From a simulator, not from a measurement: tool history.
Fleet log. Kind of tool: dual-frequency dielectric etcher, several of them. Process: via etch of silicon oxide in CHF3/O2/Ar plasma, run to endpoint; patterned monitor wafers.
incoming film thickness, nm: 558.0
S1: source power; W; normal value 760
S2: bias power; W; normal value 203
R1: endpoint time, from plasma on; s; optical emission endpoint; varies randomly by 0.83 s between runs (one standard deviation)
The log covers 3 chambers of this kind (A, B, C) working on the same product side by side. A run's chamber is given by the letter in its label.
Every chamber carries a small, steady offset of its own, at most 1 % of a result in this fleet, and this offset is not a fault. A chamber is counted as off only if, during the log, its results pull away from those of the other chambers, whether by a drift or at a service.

{"run": "1C", "hour": 11.8, "S1": 760, "S2": 203, "R1": 248.69}
{"run": "2A", "hour": 24.2, "S1": 760, "S2": 203, "R1": 244.93}
{"run": "3B", "hour": 39.1, "S1": 760, "S2": 203, "R1": 245.17}
{"run": "4B", "hour": 55.0, "S1": 760, "S2": 203, "R1": 247.29}
{"run": "5A", "hour": 63.5, "S1": 760, "S2": 203, "R1": 248.29}
{"run": "6C", "hour": 77.4, "S1": 760, "S2": 203, "R1": 248.88}
{"run": "7B", "hour": 89.1, "S1": 760, "S2": 203, "R1": 247.22}
{"run": "8A", "hour": 100.5, "S1": 760, "S2": 203, "R1": 246.64}
{"run": "9C", "hour": 111.1, "S1": 930, "S2": 203, "R1": 230.97}
{"run": "10A", "hour": 125.6, "S1": 930, "S2": 203, "R1": 228.3}
{"run": "11B", "hour": 137.0, "S1": 930, "S2": 203, "R1": 229.29}
{"run": "12C", "hour": 148.1, "S1": 760, "S2": 203, "R1": 247.38}
{"run": "13A", "hour": 161.7, "S1": 640, "S2": 250, "R1": 246.13}
{"run": "14B", "hour": 174.0, "S1": 640, "S2": 250, "R1": 245.28}
{"run": "15C", "hour": 184.2, "S1": 640, "S2": 250, "R1": 243.36}
{"run": "16A", "hour": 193.2, "S1": 760, "S2": 203, "R1": 245.65}
{"hour": 197.8, "done": "chamber A: source power generator calibrated"}
{"run": "17C", "hour": 201.1, "S1": 760, "S2": 203, "R1": 245}
{"hour": 208.1, "done": "chamber B: wet clean of the chamber"}
{"run": "18B", "hour": 210.0, "S1": 760, "S2": 203, "R1": 246.56}
{"run": "19A", "hour": 218.1, "S1": 760, "S2": 203, "R1": 245.29}
{"run": "20C", "hour": 230.0, "S1": 760, "S2": 203, "R1": 244.87}
{"run": "21B", "hour": 239.5, "S1": 760, "S2": 203, "R1": 245.83}
{"run": "22B", "hour": 248.9, "S1": 760, "S2": 203, "R1": 246.68}
{"run": "23C", "hour": 264.1, "S1": 760, "S2": 203, "R1": 245.06}
{"run": "24A", "hour": 271.3, "S1": 760, "S2": 203, "R1": 246.96}
{"hour": 280.0, "done": "chamber A: wet clean of the chamber"}
{"run": "25C", "hour": 286.1, "S1": 760, "S2": 203, "R1": 241.24}
{"run": "26B", "hour": 301.0, "S1": 760, "S2": 203, "R1": 246.51}
{"run": "27A", "hour": 312.8, "S1": 760, "S2": 184, "R1": 256.01}
{"run": "28B", "hour": 324.7, "S1": 760, "S2": 184, "R1": 253.96}
{"run": "29C", "hour": 337.1, "S1": 760, "S2": 184, "R1": 248.9}
{"run": "30A", "hour": 351.4, "S1": 760, "S2": 203, "R1": 245.49}
{"run": "31B", "hour": 363.5, "S1": 760, "S2": 203, "R1": 246.31}
{"run": "32A", "hour": 374.0, "S1": 760, "S2": 203, "R1": 245.77}
{"run": "33C", "hour": 383.6, "S1": 760, "S2": 203, "R1": 239.86}

The same settings go to every chamber for the next run, one line per chamber below. Forecast the results for each:
{"run": "34A", "hour": 394.9, "S1": 760, "S2": 203, "R1": "?"}
{"run": "34B", "hour": 394.9, "S1": 760, "S2": 203, "R1": "?"}
{"run": "34C", "hour": 394.9, "S1": 760, "S2": 203, "R1": "?"}

run=34A R1=247.66
run=34B R1=246.69
run=34C R1=238.66
